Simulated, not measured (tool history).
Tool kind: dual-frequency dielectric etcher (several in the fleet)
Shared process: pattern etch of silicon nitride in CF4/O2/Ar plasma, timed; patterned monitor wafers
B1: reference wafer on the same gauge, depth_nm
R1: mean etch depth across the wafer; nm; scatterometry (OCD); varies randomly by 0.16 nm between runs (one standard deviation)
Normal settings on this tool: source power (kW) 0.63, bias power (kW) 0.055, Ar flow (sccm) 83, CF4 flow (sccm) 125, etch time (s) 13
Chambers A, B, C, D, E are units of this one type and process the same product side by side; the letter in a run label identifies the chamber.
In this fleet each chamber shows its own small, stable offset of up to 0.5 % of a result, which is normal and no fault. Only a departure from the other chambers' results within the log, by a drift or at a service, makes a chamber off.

{"run": "1B", "hour": 5.6, "source power (kW)": 0.63, "bias power (kW)": 0.055, "Ar flow (sccm)": 83, "CF4 flow (sccm)": 125, "etch time (s)": 13, "B1": 31.383, "R1": 32.659}
{"hour": 8.7, "done": "chamber A: bias power generator calibrated"}
{"run": "2A", "hour": 13.9, "source power (kW)": 0.63, "bias power (kW)": 0.055, "Ar flow (sccm)": 83, "CF4 flow (sccm)": 125, "etch time (s)": 13, "B1": 31.41, "R1": 32.769}
{"run": "3C", "hour": 24.1, "source power (kW)": 0.63, "bias power (kW)": 0.055, "Ar flow (sccm)": 83, "CF4 flow (sccm)": 125, "etch time (s)": 13, "B1": 31.401, "R1": 32.724}
{"run": "4E", "hour": 34.4, "source power (kW)": 0.63, "bias power (kW)": 0.055, "Ar flow (sccm)": 83, "CF4 flow (sccm)": 125, "etch time (s)": 13, "B1": 31.414, "R1": 33.014}
{"run": "5D", "hour": 42.1, "source power (kW)": 0.63, "bias power (kW)": 0.055, "Ar flow (sccm)": 83, "CF4 flow (sccm)": 125, "etch time (s)": 13, "B1": 31.372, "R1": 32.833}
{"run": "6B", "hour": 47.0, "source power (kW)": 0.63, "bias power (kW)": 0.055, "Ar flow (sccm)": 83, "CF4 flow (sccm)": 125, "etch time (s)": 13, "B1": 31.409, "R1": 32.708}
{"run": "7D", "hour": 56.2, "source power (kW)": 0.63, "bias power (kW)": 0.055, "Ar flow (sccm)": 83, "CF4 flow (sccm)": 125, "etch time (s)": 13, "B1": 31.385, "R1": 32.88}
{"run": "8C", "hour": 63.5, "source power (kW)": 0.63, "bias power (kW)": 0.055, "Ar flow (sccm)": 83, "CF4 flow (sccm)": 125, "etch time (s)": 13, "B1": 31.397, "R1": 32.597}
{"run": "9E", "hour": 70.7, "source power (kW)": 0.63, "bias power (kW)": 0.055, "Ar flow (sccm)": 83, "CF4 flow (sccm)": 125, "etch time (s)": 13, "B1": 31.374, "R1": 33.033}
{"run": "10A", "hour": 75.4, "source power (kW)": 0.73, "bias power (kW)": 0.055, "Ar flow (sccm)": 83, "CF4 flow (sccm)": 138, "etch time (s)": 13, "B1": 31.399, "R1": 37.625}
{"run": "11D", "hour": 82.0, "source power (kW)": 0.73, "bias power (kW)": 0.055, "Ar flow (sccm)": 83, "CF4 flow (sccm)": 138, "etch time (s)": 13, "B1": 31.409, "R1": 37.278}
{"run": "12E", "hour": 86.8, "source power (kW)": 0.73, "bias power (kW)": 0.055, "Ar flow (sccm)": 83, "CF4 flow (sccm)": 138, "etch time (s)": 13, "B1": 31.391, "R1": 37.538}
{"run": "13B", "hour": 97.4, "source power (kW)": 0.73, "bias power (kW)": 0.055, "Ar flow (sccm)": 83, "CF4 flow (sccm)": 138, "etch time (s)": 13, "B1": 31.402, "R1": 37.522}
{"run": "14C", "hour": 103.4, "source power (kW)": 0.73, "bias power (kW)": 0.055, "Ar flow (sccm)": 83, "CF4 flow (sccm)": 138, "etch time (s)": 13, "B1": 31.41, "R1": 37.595}
{"hour": 108.9, "done": "chamber A: source power generator calibrated"}
{"hour": 110.8, "done": "chamber B: wet clean of the chamber"}
{"run": "15A", "hour": 113.9, "source power (kW)": 0.63, "bias power (kW)": 0.055, "Ar flow (sccm)": 83, "CF4 flow (sccm)": 125, "etch time (s)": 13, "B1": 31.392, "R1": 32.687}
{"run": "16A", "hour": 124.0, "source power (kW)": 0.63, "bias power (kW)": 0.043, "Ar flow (sccm)": 83, "CF4 flow (sccm)": 139, "etch time (s)": 13, "B1": 31.386, "R1": 30.295}
{"run": "17C", "hour": 130.0, "source power (kW)": 0.63, "bias power (kW)": 0.043, "Ar flow (sccm)": 83, "CF4 flow (sccm)": 139, "etch time (s)": 13, "B1": 31.432, "R1": 30.418}
{"run": "18E", "hour": 135.8, "source power (kW)": 0.63, "bias power (kW)": 0.043, "Ar flow (sccm)": 83, "CF4 flow (sccm)": 139, "etch time (s)": 13, "B1": 31.354, "R1": 30.34}
{"run": "19B", "hour": 143.4, "source power (kW)": 0.63, "bias power (kW)": 0.043, "Ar flow (sccm)": 83, "CF4 flow (sccm)": 139, "etch time (s)": 13, "B1": 31.382, "R1": 30.349}
{"run": "20D", "hour": 148.7, "source power (kW)": 0.63, "bias power (kW)": 0.043, "Ar flow (sccm)": 83, "CF4 flow (sccm)": 139, "etch time (s)": 13, "B1": 31.427, "R1": 30.484}
{"run": "21B", "hour": 154.7, "source power (kW)": 0.63, "bias power (kW)": 0.055, "Ar flow (sccm)": 83, "CF4 flow (sccm)": 125, "etch time (s)": 13, "B1": 31.424, "R1": 32.677}
{"run": "22E", "hour": 162.4, "source power (kW)": 0.63, "bias power (kW)": 0.055, "Ar flow (sccm)": 83, "CF4 flow (sccm)": 125, "etch time (s)": 13, "B1": 31.398, "R1": 32.776}
{"run": "23D", "hour": 169.4, "source power (kW)": 0.63, "bias power (kW)": 0.055, "Ar flow (sccm)": 83, "CF4 flow (sccm)": 125, "etch time (s)": 13, "B1": 31.426, "R1": 32.839}
{"run": "24C", "hour": 176.9, "source power (kW)": 0.63, "bias power (kW)": 0.055, "Ar flow (sccm)": 83, "CF4 flow (sccm)": 125, "etch time (s)": 13, "B1": 31.379, "R1": 32.699}
{"run": "25A", "hour": 184.1, "source power (kW)": 0.53, "bias power (kW)": 0.064, "Ar flow (sccm)": 83, "CF4 flow (sccm)": 125, "etch time (s)": 13, "B1": 31.435, "R1": 29.537}
{"run": "26B", "hour": 192.8, "source power (kW)": 0.53, "bias power (kW)": 0.064, "Ar flow (sccm)": 83, "CF4 flow (sccm)": 125, "etch time (s)": 13, "B1": 31.401, "R1": 29.573}
{"run": "27A", "hour": 197.6, "source power (kW)": 0.53, "bias power (kW)": 0.064, "Ar flow (sccm)": 83, "CF4 flow (sccm)": 125, "etch time (s)": 13, "B1": 31.415, "R1": 29.675}
{"run": "28C", "hour": 204.5, "source power (kW)": 0.53, "bias power (kW)": 0.064, "Ar flow (sccm)": 83, "CF4 flow (sccm)": 125, "etch time (s)": 13, "B1": 31.4, "R1": 30.027}
{"run": "29D", "hour": 211.4, "source power (kW)": 0.53, "bias power (kW)": 0.064, "Ar flow (sccm)": 83, "CF4 flow (sccm)": 125, "etch time (s)": 13, "B1": 31.388, "R1": 29.565}
{"run": "30E", "hour": 220.7, "source power (kW)": 0.63, "bias power (kW)": 0.055, "Ar flow (sccm)": 73, "CF4 flow (sccm)": 125, "etch time (s)": 9.5, "B1": 31.406, "R1": 24.132}
{"run": "31E", "hour": 226.2, "source power (kW)": 0.63, "bias power (kW)": 0.055, "Ar flow (sccm)": 73, "CF4 flow (sccm)": 125, "etch time (s)": 9.5, "B1": 31.416, "R1": 24.284}
{"run": "32B", "hour": 236.4, "source power (kW)": 0.63, "bias power (kW)": 0.055, "Ar flow (sccm)": 73, "CF4 flow (sccm)": 125, "etch time (s)": 9.5, "B1": 31.364, "R1": 24.202}

Next, every chamber runs the same settings. What will each give?
{"run": "33A", "hour": 244.0, "source power (kW)": 0.63, "bias power (kW)": 0.055, "Ar flow (sccm)": 72, "CF4 flow (sccm)": 125, "etch time (s)": 13, "R1": "?"}
{"run": "33B", "hour": 244.0, "source power (kW)": 0.63, "bias power (kW)": 0.055, "Ar flow (sccm)": 72, "CF4 flow (sccm)": 125, "etch time (s)": 13, "R1": "?"}
{"run": "33C", "hour": 244.0, "source power (kW)": 0.63, "bias power (kW)": 0.055, "Ar flow (sccm)": 72, "CF4 flow (sccm)": 125, "etch time (s)": 13, "R1": "?"}
{"run": "33D", "hour": 244.0, "source power (kW)": 0.63, "bias power (kW)": 0.055, "Ar flow (sccm)": 72, "CF4 flow (sccm)": 125, "etch time (s)": 13, "R1": "?"}
{"run": "33E", "hour": 244.0, "source power (kW)": 0.63, "bias power (kW)": 0.055, "Ar flow (sccm)": 72, "CF4 flow (sccm)": 125, "etch time (s)": 13, "R1": "?"}

run=33A R1=33.486
run=33B R1=33.35
run=33C R1=32.874
run=33D R1=33.341
run=33E R1=33.247
